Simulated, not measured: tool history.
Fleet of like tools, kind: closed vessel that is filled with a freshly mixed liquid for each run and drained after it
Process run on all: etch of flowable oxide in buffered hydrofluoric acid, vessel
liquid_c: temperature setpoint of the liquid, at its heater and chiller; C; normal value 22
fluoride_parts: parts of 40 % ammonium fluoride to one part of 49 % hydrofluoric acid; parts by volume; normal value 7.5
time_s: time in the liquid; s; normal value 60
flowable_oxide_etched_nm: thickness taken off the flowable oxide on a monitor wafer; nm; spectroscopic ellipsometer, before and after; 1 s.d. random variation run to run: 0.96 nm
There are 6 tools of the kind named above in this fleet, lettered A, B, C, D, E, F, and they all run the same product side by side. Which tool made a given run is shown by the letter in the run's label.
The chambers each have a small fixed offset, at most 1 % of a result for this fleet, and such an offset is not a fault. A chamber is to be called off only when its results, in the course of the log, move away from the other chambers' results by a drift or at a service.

run     day  liquid_c  fluoride_parts  time_s  hours since the thermometer was replaced  hours since the hydrofluoric acid flow meter was replaced  read-back film thickness of the flowable oxide reference wafer, read on the same gauge (nm)  flowable_oxide_etched_nm
 1A   0.512        22             7.5      60                                    1594.8                                                      458.1                                                                                       59.979                    256.95
 2D   0.883        22             7.5      60                                     167.6                                                      423.3                                                                                       60.005                    256.27
 3F   1.212        22             7.5      60                                     557.3                                                      393.2                                                                                       59.996                    257.42
 4C   1.629        22             7.5      60                                    1416.7                                                      820.2                                                                                       59.989                    257.06
      1.642  -- chamber E: hydrofluoric acid flow meter replaced
      1.671  -- chamber B: hydrofluoric acid flow meter replaced
 5E   1.933        22             7.5      60                                    1585.3                                                        7.1                                                                                       60.053                    258.51
 6B   2.392        22             7.5      60                                     215.4                                                       17.4                                                                                       60.011                    256.46
 7D   2.725        22             7.5      60                                     211.8                                                      467.5                                                                                       59.996                    256.03
 8E   3.075        22             7.5      60                                    1612.7                                                       34.5                                                                                       60.012                    259.13
 9B   3.617        22             7.5      60                                     244.8                                                       46.8                                                                                       60.033                    254.52
      3.996  -- chamber D: hydrofluoric acid flow meter replaced
10F   4.229        22             9.5      60                                     629.7                                                      465.6                                                                                       59.975                    203.71
      4.342  -- chamber C: thermometer replaced
11A   4.671        22             9.5      60                                    1694.6                                                      557.9                                                                                       60.021                     203.9
12C   5.296        22             9.5      60                                        23                                                      908.2                                                                                       60.011                    205.66
13A   5.758        22             9.5      60                                    1720.7                                                        584                                                                                       59.978                    202.67
14B   6.162        22             9.5      60                                     305.9                                                      107.9                                                                                       59.987                    203.05
15F   6.454        22             9.5      60                                     683.1                                                        519                                                                                       59.965                     203.6
16C   6.829        22             7.5      60                                      59.8                                                        945                                                                                       60.057                    258.67
17D    7.35        22             7.5      60                                     322.8                                                       80.5                                                                                       60.014                    256.42
18E   7.712        22             7.5      60                                      1724                                                      145.8                                                                                       60.018                    259.21
19A   8.146        22             7.5      60                                      1778                                                      641.3                                                                                       60.032                    257.88
20D   8.725        22             7.5      60                                     355.8                                                      113.5                                                                                       59.975                    257.26
21C   9.046        22             7.5      60                                       113                                                      998.2                                                                                       60.005                    258.02
22E   9.475        22             7.5      60                                    1766.3                                                      188.1                                                                                       59.998                    258.97
23F   9.871        22             7.5      60                                     765.1                                                        601                                                                                       60.038                    257.27
      9.896  -- chamber C: hydrofluoric acid flow meter replaced
24B  10.367        22             7.5      60                                     406.8                                                      208.8                                                                                       59.961                    256.25
25C  10.762        22             7.5      60                                     154.2                                                       20.9                                                                                       59.946                    256.34
26E  11.075        22             7.5      60                                    1804.7                                                      226.5                                                                                       59.987                    257.48
27D  11.633        22             7.5      60                                     425.6                                                      183.3                                                                                       60.002                    257.61
28A  11.962        22             7.5      60                                    1869.6                                                      732.9                                                                                       59.975                     256.3
29F  12.371        22             7.5      60                                     825.1                                                        661                                                                                       59.995                    255.89
30B  12.838        22             7.5      60                                     466.1                                                      268.1                                                                                       60.004                    255.67
31D  13.167        22             7.5      60                                     462.4                                                      220.1                                                                                       60.008                    257.04
32C  13.442        22             7.5      60                                     218.5                                                       85.2                                                                                       59.972                    258.78
33B  13.996        22             7.5      60                                     493.9                                                      295.9                                                                                       59.947                    256.26
34A  14.429        22             7.5      60                                    1928.8                                                      792.1                                                                                       59.963                    255.92
35E  14.758        22             7.5      60                                    1893.1                                                      314.9                                                                                       59.995                    258.97
36F  15.033        22             7.5      60                                       889                                                      724.9                                                                                       59.996                    258.27

Next, every chamber runs the same settings. What will each give?
37A  15.483        22               6      60                                                                                                                                                                                                                           ?
37B  15.483        22               6      60                                                                                                                                                                                                                           ?
37C  15.483        22               6      60                                                                                                                                                                                                                           ?
37D  15.483        22               6      60                                                                                                                                                                                                                           ?
37E  15.483        22               6      60                                                                                                                                                                                                                           ?
37F  15.483        22               6      60                                                                                                                                                                                                                           ?

run  flowable_oxide_etched_nm
37A                    317.41
37B                    314.26
37C                    317.16
37D                    315.92
37E                    318.45
37F                    318.61
